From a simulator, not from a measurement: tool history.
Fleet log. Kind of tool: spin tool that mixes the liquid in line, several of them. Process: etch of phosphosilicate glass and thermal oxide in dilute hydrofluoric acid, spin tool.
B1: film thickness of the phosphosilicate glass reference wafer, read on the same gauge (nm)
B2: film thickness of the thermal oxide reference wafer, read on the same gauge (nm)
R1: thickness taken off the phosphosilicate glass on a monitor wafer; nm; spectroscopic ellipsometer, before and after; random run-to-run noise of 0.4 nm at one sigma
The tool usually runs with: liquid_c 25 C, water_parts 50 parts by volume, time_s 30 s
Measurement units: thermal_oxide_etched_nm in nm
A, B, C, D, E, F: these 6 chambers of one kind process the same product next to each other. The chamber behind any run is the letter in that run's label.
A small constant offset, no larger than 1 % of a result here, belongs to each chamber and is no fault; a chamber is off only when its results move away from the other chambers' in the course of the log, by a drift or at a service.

{"run": "1C", "hour": 8.7, "liquid_c": 25, "water_parts": 50, "time_s": 30, "B1": 100.0, "B2": 49.998, "R1": 85.11, "thermal_oxide_etched_nm": 3.0263}
{"run": "2F", "hour": 18.1, "liquid_c": 25, "water_parts": 50, "time_s": 30, "B1": 100.02, "B2": 49.998, "R1": 86.174, "thermal_oxide_etched_nm": 3.035}
{"run": "3A", "hour": 23.2, "liquid_c": 25, "water_parts": 50, "time_s": 30, "B1": 99.964, "B2": 50.003, "R1": 86.453, "thermal_oxide_etched_nm": 3.0705}
{"run": "4B", "hour": 32.8, "liquid_c": 25, "water_parts": 50, "time_s": 30, "B1": 100.01, "B2": 50.011, "R1": 85.989, "thermal_oxide_etched_nm": 2.9779}
{"run": "5E", "hour": 38.4, "liquid_c": 25, "water_parts": 50, "time_s": 30, "B1": 100.03, "B2": 50.012, "R1": 87.101, "thermal_oxide_etched_nm": 3.0285}
{"run": "6D", "hour": 47.0, "liquid_c": 25, "water_parts": 50, "time_s": 30, "B1": 100.02, "B2": 49.998, "R1": 85.828, "thermal_oxide_etched_nm": 2.9743}
{"run": "7F", "hour": 51.7, "liquid_c": 25, "water_parts": 50, "time_s": 30, "B1": 100.02, "B2": 50.006, "R1": 86.081, "thermal_oxide_etched_nm": 3.0329}
{"run": "8A", "hour": 61.7, "liquid_c": 25, "water_parts": 50, "time_s": 30, "B1": 100.05, "B2": 50.006, "R1": 86.024, "thermal_oxide_etched_nm": 3.0634}
{"run": "9C", "hour": 71.3, "liquid_c": 25, "water_parts": 50, "time_s": 30, "B1": 100.01, "B2": 50.013, "R1": 85.835, "thermal_oxide_etched_nm": 2.9947}
{"run": "10B", "hour": 76.4, "liquid_c": 25, "water_parts": 50, "time_s": 30, "B1": 100.04, "B2": 49.989, "R1": 85.858, "thermal_oxide_etched_nm": 3.024}
{"run": "11D", "hour": 81.2, "liquid_c": 25, "water_parts": 50, "time_s": 30, "B1": 100.01, "B2": 49.983, "R1": 85.926, "thermal_oxide_etched_nm": 2.9333}
{"hour": 84.3, "done": "chamber F: hydrofluoric acid flow meter replaced"}
{"run": "12E", "hour": 89.0, "liquid_c": 25, "water_parts": 50, "time_s": 30, "B1": 100.03, "B2": 50.014, "R1": 86.13, "thermal_oxide_etched_nm": 3.0209}
{"run": "13B", "hour": 96.3, "liquid_c": 25, "water_parts": 50, "time_s": 30, "B1": 99.98, "B2": 49.989, "R1": 84.975, "thermal_oxide_etched_nm": 3.0096}
{"run": "14F", "hour": 103.7, "liquid_c": 25, "water_parts": 50, "time_s": 30, "B1": 100.01, "B2": 50.008, "R1": 85.69, "thermal_oxide_etched_nm": 3.0155}
{"run": "15E", "hour": 109.2, "liquid_c": 25, "water_parts": 50, "time_s": 30, "B1": 99.98, "B2": 50.003, "R1": 86.494, "thermal_oxide_etched_nm": 3.0043}
{"run": "16C", "hour": 118.6, "liquid_c": 25, "water_parts": 50, "time_s": 30, "B1": 100.01, "B2": 49.977, "R1": 85.384, "thermal_oxide_etched_nm": 3.0121}
{"run": "17D", "hour": 126.9, "liquid_c": 25, "water_parts": 50, "time_s": 30, "B1": 99.957, "B2": 49.993, "R1": 85.877, "thermal_oxide_etched_nm": 2.9781}
{"run": "18A", "hour": 135.2, "liquid_c": 25, "water_parts": 50, "time_s": 30, "B1": 100.02, "B2": 50.002, "R1": 85.644, "thermal_oxide_etched_nm": 3.0352}
{"hour": 144.2, "done": "chamber D: thermometer replaced"}
{"run": "19A", "hour": 144.8, "liquid_c": 25, "water_parts": 50, "time_s": 30, "B1": 100.01, "B2": 49.998, "R1": 85.578, "thermal_oxide_etched_nm": 3.0426}
{"run": "20E", "hour": 150.0, "liquid_c": 25, "water_parts": 50, "time_s": 30, "B1": 100.01, "B2": 50.032, "R1": 87.029, "thermal_oxide_etched_nm": 3.036}
{"run": "21B", "hour": 158.4, "liquid_c": 25, "water_parts": 50, "time_s": 30, "B1": 99.989, "B2": 50.001, "R1": 85.215, "thermal_oxide_etched_nm": 3.0173}
{"run": "22F", "hour": 163.4, "liquid_c": 22, "water_parts": 50, "time_s": 30, "B1": 99.991, "B2": 50.016, "R1": 75.479, "thermal_oxide_etched_nm": 2.6263}
{"run": "23C", "hour": 172.1, "liquid_c": 22, "water_parts": 50, "time_s": 30, "B1": 99.998, "B2": 49.998, "R1": 75.213, "thermal_oxide_etched_nm": 2.6461}
{"run": "24D", "hour": 178.6, "liquid_c": 22, "water_parts": 50, "time_s": 30, "B1": 99.993, "B2": 50.011, "R1": 75.678, "thermal_oxide_etched_nm": 2.6207}
{"run": "25A", "hour": 187.7, "liquid_c": 22, "water_parts": 50, "time_s": 30, "B1": 99.984, "B2": 50.01, "R1": 76.169, "thermal_oxide_etched_nm": 2.6883}
{"run": "26B", "hour": 196.3, "liquid_c": 22, "water_parts": 50, "time_s": 30, "B1": 99.991, "B2": 50.012, "R1": 75.836, "thermal_oxide_etched_nm": 2.6636}
{"hour": 201.3, "done": "chamber B: thermometer replaced"}
{"run": "27D", "hour": 205.3, "liquid_c": 22, "water_parts": 50, "time_s": 30, "B1": 99.968, "B2": 50.005, "R1": 76.205, "thermal_oxide_etched_nm": 2.6336}
{"run": "28F", "hour": 213.0, "liquid_c": 25, "water_parts": 50, "time_s": 30, "B1": 100.02, "B2": 50.005, "R1": 85.006, "thermal_oxide_etched_nm": 3.0151}
{"run": "29E", "hour": 219.0, "liquid_c": 25, "water_parts": 50, "time_s": 30, "B1": 100.01, "B2": 50.002, "R1": 86.631, "thermal_oxide_etched_nm": 3.0167}
{"run": "30C", "hour": 225.8, "liquid_c": 25, "water_parts": 50, "time_s": 30, "B1": 99.991, "B2": 50.004, "R1": 85.124, "thermal_oxide_etched_nm": 3.0128}
{"hour": 227.6, "done": "chamber C: hydrofluoric acid flow meter replaced"}
{"run": "31C", "hour": 231.4, "liquid_c": 25, "water_parts": 50, "time_s": 30, "B1": 100.01, "B2": 49.994, "R1": 85.622, "thermal_oxide_etched_nm": 3.0381}
{"run": "32F", "hour": 240.2, "liquid_c": 25, "water_parts": 50, "time_s": 30, "B1": 99.984, "B2": 49.989, "R1": 85.478, "thermal_oxide_etched_nm": 3.0267}
{"run": "33E", "hour": 249.8, "liquid_c": 25, "water_parts": 50, "time_s": 30, "B1": 99.998, "B2": 50.011, "R1": 86.581, "thermal_oxide_etched_nm": 3.0396}
{"run": "34B", "hour": 254.8, "liquid_c": 25, "water_parts": 50, "time_s": 30, "B1": 99.999, "B2": 49.998, "R1": 86.737, "thermal_oxide_etched_nm": 2.9947}
{"run": "35A", "hour": 261.4, "liquid_c": 25, "water_parts": 50, "time_s": 30, "B1": 99.972, "B2": 49.98, "R1": 86.046, "thermal_oxide_etched_nm": 3.0434}
{"run": "36D", "hour": 267.1, "liquid_c": 25, "water_parts": 50, "time_s": 30, "B1": 99.998, "B2": 50.019, "R1": 85.315, "thermal_oxide_etched_nm": 3.0056}
{"run": "37D", "hour": 275.0, "liquid_c": 25, "water_parts": 50, "time_s": 30, "B1": 99.995, "B2": 50.003, "R1": 85.772, "thermal_oxide_etched_nm": 2.9767}

Next, all 6 chambers run the settings below, one line each with question marks for the results. What does each chamber give?
{"run": "38A", "hour": 282.6, "liquid_c": 25, "water_parts": 50, "time_s": 15, "R1": "?", "thermal_oxide_etched_nm": "?"}
{"run": "38B", "hour": 282.6, "liquid_c": 25, "water_parts": 50, "time_s": 15, "R1": "?", "thermal_oxide_etched_nm": "?"}
{"run": "38C", "hour": 282.6, "liquid_c": 25, "water_parts": 50, "time_s": 15, "R1": "?", "thermal_oxide_etched_nm": "?"}
{"run": "38D", "hour": 282.6, "liquid_c": 25, "water_parts": 50, "time_s": 15, "R1": "?", "thermal_oxide_etched_nm": "?"}
{"run": "38E", "hour": 282.6, "liquid_c": 25, "water_parts": 50, "time_s": 15, "R1": "?", "thermal_oxide_etched_nm": "?"}
{"run": "38F", "hour": 282.6, "liquid_c": 25, "water_parts": 50, "time_s": 15, "R1": "?", "thermal_oxide_etched_nm": "?"}

run=38A R1=42.824 thermal_oxide_etched_nm=1.5232
run=38B R1=43.316 thermal_oxide_etched_nm=1.5028
run=38C R1=42.476 thermal_oxide_etched_nm=1.5086
run=38D R1=42.691 thermal_oxide_etched_nm=1.5020
run=38E R1=43.343 thermal_oxide_etched_nm=1.5304
run=38F R1=42.871 thermal_oxide_etched_nm=1.5409

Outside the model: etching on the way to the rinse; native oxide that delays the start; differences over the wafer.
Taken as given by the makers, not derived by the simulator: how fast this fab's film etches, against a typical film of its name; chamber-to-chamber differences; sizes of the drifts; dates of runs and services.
